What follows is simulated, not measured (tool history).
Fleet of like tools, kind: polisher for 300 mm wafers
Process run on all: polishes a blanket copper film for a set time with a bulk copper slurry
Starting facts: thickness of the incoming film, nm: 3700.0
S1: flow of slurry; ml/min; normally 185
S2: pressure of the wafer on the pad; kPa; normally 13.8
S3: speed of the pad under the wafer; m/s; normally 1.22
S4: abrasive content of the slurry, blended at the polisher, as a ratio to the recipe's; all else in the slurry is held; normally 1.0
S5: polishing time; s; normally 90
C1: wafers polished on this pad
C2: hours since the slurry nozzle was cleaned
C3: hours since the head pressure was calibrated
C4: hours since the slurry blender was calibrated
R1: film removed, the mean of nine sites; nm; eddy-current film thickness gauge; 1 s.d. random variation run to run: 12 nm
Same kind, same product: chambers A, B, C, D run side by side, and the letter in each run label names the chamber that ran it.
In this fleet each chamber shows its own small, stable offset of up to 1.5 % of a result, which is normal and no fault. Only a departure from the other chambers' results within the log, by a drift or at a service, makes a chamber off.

run	day	S1	S2	S3	S4	S5	C1	C2	C3	C4	R1
1A	0.404	185	13.8	1.22	1.0	90	150	289.0	861.0	13.3	803.41
2D	0.792	185	13.8	1.22	1.0	90	813	248.6	458.6	98.3	818.90
3B	1.092	185	13.8	1.22	1.0	90	623	161.6	192.0	127.9	784.50
# day 1.108: chamber C: slurry blender recalibrated
# day 1.208: chamber D: head pressure recalibrated
# day 1.271: chamber D: worn pad replaced by a new one
4C	1.533	185	13.8	1.22	1.0	90	1082	183.5	201.5	10.3	788.12
5B	1.754	185	13.8	1.22	1.0	90	846	177.5	207.9	143.8	772.44
6D	2.212	185	13.8	1.22	1.0	90	316	282.7	24.2	132.4	802.80
7A	2.475	185	13.8	0.84	1.0	109	844	338.7	910.7	63.0	686.24
8C	2.704	185	13.8	0.84	1.0	109	1474	211.6	229.6	38.4	661.73
9D	2.975	185	13.8	0.84	1.0	109	572	301.0	42.5	150.7	662.60
10A	3.317	185	13.8	0.84	1.0	109	1126	358.9	930.9	83.2	667.09
# day 3.346: chamber B: worn pad replaced by a new one
11B	3.600	185	13.8	1.22	1.0	90	85	221.8	252.2	188.1	802.07
# day 3.679: chamber D: worn pad replaced by a new one
# day 3.921: chamber A: worn pad replaced by a new one
12C	4.042	185	13.8	1.22	1.0	90	1923	243.7	261.7	70.5	783.33
13C	4.446	185	13.8	1.22	1.0	90	2058	253.4	271.4	80.2	783.93
14B	4.892	210	16.5	1.22	1.0	90	518	252.8	283.2	219.1	986.90
15A	5.308	210	16.5	1.22	1.0	90	466	406.7	978.7	131.0	963.25
16D	5.612	210	16.5	1.22	1.0	90	649	364.3	105.8	214.0	971.01
17D	6.058	210	16.5	1.22	1.0	90	798	375.0	116.5	224.7	986.74
# day 6.279: chamber D: worn pad replaced by a new one
# day 6.283: chamber B: slurry blender recalibrated
18B	6.300	185	13.8	1.22	1.0	90	991	286.6	317.0	0.5	794.00
19C	6.700	185	13.8	1.22	1.0	90	2814	307.5	325.5	134.3	764.60
20A	6.933	185	13.8	1.22	1.0	90	1010	445.7	1017.7	170.0	803.91
# day 7.012: chamber B: slurry nozzle cleaned
21D	7.171	185	13.8	1.22	1.0	90	299	401.7	143.2	251.4	800.58
22C	7.571	185	13.8	1.22	1.1	90	3106	328.4	346.4	155.2	752.75
# day 7.588: chamber B: worn pad replaced by a new one
23A	7.938	185	13.8	1.22	1.1	90	1347	469.8	1041.8	194.1	828.64
# day 8.183: chamber A: worn pad replaced by a new one
24B	8.192	185	13.8	1.22	1.1	90	202	28.4	362.4	45.9	805.74
# day 8.475: chamber D: worn pad replaced by a new one
25C	8.483	185	13.8	1.22	1.1	90	3412	350.3	368.3	177.1	760.72
# day 8.779: chamber D: slurry nozzle cleaned
26D	8.825	185	13.8	1.22	1.0	90	117	1.2	182.9	291.1	792.61
27A	9.204	185	13.8	1.22	1.0	90	342	500.2	1072.2	224.5	802.87
28B	9.683	185	13.8	1.22	1.0	90	702	64.2	398.2	81.7	786.92
29C	9.933	185	13.8	1.22	1.0	90	3898	385.1	403.1	211.9	755.08
30B	10.204	185	13.8	1.22	1.0	90	877	76.7	410.7	94.2	795.69
31D	10.562	185	13.8	1.22	1.0	90	700	42.9	224.6	332.8	782.01
# day 11.004: chamber D: worn pad replaced by a new one
32A	11.017	185	13.8	1.22	1.0	90	949	543.7	1115.7	268.0	773.03
33B	11.321	185	13.8	1.22	1.0	90	1251	103.5	437.5	121.0	811.91
34C	11.554	185	13.8	1.22	1.0	90	4441	424.0	442.0	250.8	700.35
35D	11.954	185	13.8	1.22	1.0	90	318	76.3	258.0	366.2	799.90
36A	12.254	185	13.8	1.22	1.0	90	1364	573.4	1145.4	297.7	793.85
# day 12.504: chamber A: worn pad replaced by a new one
37A	12.642	185	13.8	1.22	1.0	90	47	582.7	1154.7	307.0	806.75

Next, all 4 chambers run the settings below, one line each with question marks for the results. What does each chamber give?
38A	12.983	185	13.8	1.22	1.0	90					?
38B	12.983	185	13.8	1.22	1.0	90					?
38C	12.983	185	13.8	1.22	1.0	90					?
38D	12.983	185	13.8	1.22	1.0	90					?

run	R1
38A	797.52
38B	785.16
38C	684.00
38D	782.75
